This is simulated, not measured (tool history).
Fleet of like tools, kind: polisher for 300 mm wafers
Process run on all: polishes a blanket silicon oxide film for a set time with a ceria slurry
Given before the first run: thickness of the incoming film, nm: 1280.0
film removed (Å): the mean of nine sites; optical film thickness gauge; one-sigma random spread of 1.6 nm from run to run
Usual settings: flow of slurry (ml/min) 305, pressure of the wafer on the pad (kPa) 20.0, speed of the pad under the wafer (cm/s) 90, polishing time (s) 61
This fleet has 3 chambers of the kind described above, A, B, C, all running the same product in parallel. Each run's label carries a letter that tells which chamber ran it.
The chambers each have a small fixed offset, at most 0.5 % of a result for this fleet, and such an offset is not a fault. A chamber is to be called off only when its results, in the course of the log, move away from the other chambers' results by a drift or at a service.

run	day	flow of slurry (ml/min)	pressure of the wafer on the pad (kPa)	speed of the pad under the wafer (cm/s)	polishing time (s)	film removed (Å)
1B	0.371	305	20.0	90	61	2630.3
# day 0.804: chamber C: worn pad replaced by a new one
2A	0.954	305	20.0	90	61	2650.2
3C	1.454	305	20.0	90	61	2606.5
4B	1.821	305	20.0	90	61	2653.2
5A	2.133	305	24.1	90	75	3933.2
6C	2.392	305	24.1	90	75	3843.3
7B	2.800	305	24.1	90	75	3860.3
8C	3.112	305	20.0	90	61	2607.5
9A	3.371	305	20.0	90	61	2636.4
# day 3.429: chamber A: worn pad replaced by a new one
10C	3.775	305	20.0	90	61	2601.4
# day 3.983: chamber C: worn pad replaced by a new one
11A	4.029	305	20.0	90	61	2636.0
12B	4.558	220	20.0	90	61	2534.0
13A	4.892	220	20.0	90	61	2555.0
# day 5.375: chamber B: head pressure recalibrated
14B	5.412	220	20.0	90	61	2561.5
15C	5.692	305	20.0	90	61	2613.8
16A	6.058	305	20.0	90	61	2664.8
17B	6.500	305	20.0	90	61	2585.2
18C	6.812	305	20.0	90	61	2621.2
# day 7.096: chamber C: worn pad replaced by a new one
19B	7.300	305	20.0	90	61	2588.3
# day 7.604: chamber B: slurry nozzle cleaned
20A	7.621	305	20.0	90	61	2677.0
# day 7.633: chamber A: worn pad replaced by a new one
21C	7.958	305	20.0	90	61	2614.9
22A	8.525	305	20.0	90	61	2634.6
23B	9.079	305	20.0	90	61	2578.4
24C	9.546	305	20.0	90	61	2592.1
25A	9.850	305	20.0	90	61	2661.1
# day 10.179: chamber C: worn pad replaced by a new one
26B	10.292	305	20.0	90	61	2526.2
# day 10.488: chamber C: slurry nozzle cleaned
27C	10.783	305	20.0	90	61	2610.5
# day 11.142: chamber C: head pressure recalibrated
28C	11.217	405	20.0	90	61	2668.3
29B	11.592	405	20.0	90	61	2593.1
30A	11.979	405	20.0	90	61	2718.9
# day 12.312: chamber A: worn pad replaced by a new one
31B	12.375	305	20.0	90	61	2524.2
32C	12.683	305	20.0	90	61	2621.4
# day 13.058: chamber C: worn pad replaced by a new one
33A	13.138	305	20.0	90	61	2682.3
# day 13.417: chamber A: head pressure recalibrated
34C	13.662	305	20.0	90	61	2619.6
35B	13.975	305	20.0	90	61	2515.7
# day 14.004: chamber A: slurry nozzle cleaned
36A	14.300	305	20.0	90	61	2638.1
37A	14.646	305	20.0	90	61	2640.7
38C	14.933	305	20.0	90	61	2629.1

Next, all 3 chambers run the settings below, one line each with question marks for the results. What does each chamber give?
39A	15.350	400	20.0	90	61	?
39B	15.350	400	20.0	90	61	?
39C	15.350	400	20.0	90	61	?

run	film removed (Å)
39A	2705.9
39B	2542.6
39C	2691.7
